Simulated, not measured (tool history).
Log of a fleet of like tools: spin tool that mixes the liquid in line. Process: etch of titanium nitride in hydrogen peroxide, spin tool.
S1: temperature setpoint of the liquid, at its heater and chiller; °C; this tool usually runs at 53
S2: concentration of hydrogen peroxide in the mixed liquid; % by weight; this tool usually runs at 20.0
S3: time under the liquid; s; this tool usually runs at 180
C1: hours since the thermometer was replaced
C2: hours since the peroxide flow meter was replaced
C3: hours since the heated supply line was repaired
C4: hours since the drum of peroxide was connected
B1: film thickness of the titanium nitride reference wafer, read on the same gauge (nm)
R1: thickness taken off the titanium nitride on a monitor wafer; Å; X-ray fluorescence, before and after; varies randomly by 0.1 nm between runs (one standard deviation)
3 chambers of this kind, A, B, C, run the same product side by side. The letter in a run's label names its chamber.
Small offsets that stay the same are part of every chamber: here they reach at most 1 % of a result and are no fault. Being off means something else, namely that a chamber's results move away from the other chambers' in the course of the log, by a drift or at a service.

run 1B hour=5.0 | S1=53 S2=20.0 S3=180 | C1=1094.1 C2=1158.1 C3=159.7 C4=954.2 | B1=89.991 | R1=112.48
run 2C hour=13.1 | S1=53 S2=20.0 S3=180 | C1=1167.3 C2=184.7 C3=335.1 C4=86.6 | B1=90.001 | R1=114.44
run 3A hour=22.2 | S1=53 S2=20.0 S3=180 | C1=1978.2 C2=1549.8 C3=1300.2 C4=373.7 | B1=89.980 | R1=115.88
-- hour=26.2 chamber B: peroxide flow meter replaced
run 4A hour=26.8 | S1=53 S2=20.0 S3=180 | C1=1982.8 C2=1554.4 C3=1304.8 C4=378.3 | B1=90.025 | R1=114.24
run 5C hour=32.9 | S1=58 S2=20.0 S3=225 | C1=1187.1 C2=204.5 C3=354.9 C4=106.4 | B1=89.978 | R1=199.38
run 6B hour=37.4 | S1=58 S2=20.0 S3=225 | C1=1126.5 C2=11.3 C3=192.1 C4=986.6 | B1=89.959 | R1=204.24
run 7B hour=44.0 | S1=58 S2=20.0 S3=225 | C1=1133.1 C2=17.9 C3=198.7 C4=993.2 | B1=90.005 | R1=202.90
run 8A hour=49.2 | S1=53 S2=20.0 S3=180 | C1=2005.2 C2=1576.8 C3=1327.2 C4=400.7 | B1=90.006 | R1=113.99
run 9C hour=55.9 | S1=53 S2=20.0 S3=180 | C1=1210.1 C2=227.5 C3=377.9 C4=129.4 | B1=89.998 | R1=113.29
run 10C hour=61.4 | S1=53 S2=20.0 S3=180 | C1=1215.6 C2=233.0 C3=383.4 C4=134.9 | B1=89.963 | R1=114.06
run 11B hour=70.3 | S1=53 S2=20.0 S3=180 | C1=1159.4 C2=44.2 C3=225.0 C4=1019.5 | B1=89.976 | R1=112.74
run 12A hour=80.2 | S1=53 S2=20.0 S3=180 | C1=2036.2 C2=1607.8 C3=1358.2 C4=431.7 | B1=90.030 | R1=114.12
run 13A hour=87.1 | S1=53 S2=20.0 S3=180 | C1=2043.1 C2=1614.7 C3=1365.1 C4=438.6 | B1=90.035 | R1=115.11
run 14B hour=97.2 | S1=53 S2=20.0 S3=180 | C1=1186.3 C2=71.1 C3=251.9 C4=1046.4 | B1=89.999 | R1=112.47
run 15C hour=104.5 | S1=53 S2=20.0 S3=180 | C1=1258.7 C2=276.1 C3=426.5 C4=178.0 | B1=90.011 | R1=121.93
run 16A hour=109.7 | S1=53 S2=20.0 S3=180 | C1=2065.7 C2=1637.3 C3=1387.7 C4=461.2 | B1=89.986 | R1=115.94
run 17B hour=118.5 | S1=53 S2=20.0 S3=180 | C1=1207.6 C2=92.4 C3=273.2 C4=1067.7 | B1=90.023 | R1=115.35
run 18C hour=125.0 | S1=53 S2=20.0 S3=180 | C1=1279.2 C2=296.6 C3=447.0 C4=198.5 | B1=90.007 | R1=123.02
run 19C hour=131.4 | S1=53 S2=20.0 S3=180 | C1=1285.6 C2=303.0 C3=453.4 C4=204.9 | B1=90.011 | R1=122.94
run 20A hour=141.0 | S1=57 S2=22.5 S3=180 | C1=2097.0 C2=1668.6 C3=1419.0 C4=492.5 | B1=90.000 | R1=155.79

Is one chamber out of step, is the gauge drifting, or do the chambers differ by no more than their own small offsets? For an off chamber, give its letter and the likeliest cause.

One chamber, C, drifts off from the rest bit by bit.
Most likely cause: liquid hotter than its thermometer reads (K) = 1.3.

Chamber C could run next with any of the 4 candidate recipes listed below; each alters the usual settings, and their results appear as question marks. Which one brings its results back in line with what the other chambers deliver on the usual settings?
In line here means within this much of the mean the other chambers give on the usual settings: R1 3.60 Å
run 21C-1 hour=148.3 | S1=53.0 S2=20.0 S3=185 | R1=?
run 21C-2 hour=148.3 | S1=52.5 S2=20.0 S3=180 | R1=?
run 21C-3 hour=148.3 | S1=53.0 S2=20.0 S3=195 | R1=?
run 21C-4 hour=148.3 | S1=53.0 S2=20.0 S3=165 | R1=?

Usual-settings mean across the other chambers: R1 113.72 Å
run=21C-1 R1=127.61
run=21C-2 R1=119.87
run=21C-3 R1=134.51
run=21C-4 R1=113.82
21C-4 puts the chamber back in line with the other chambers.
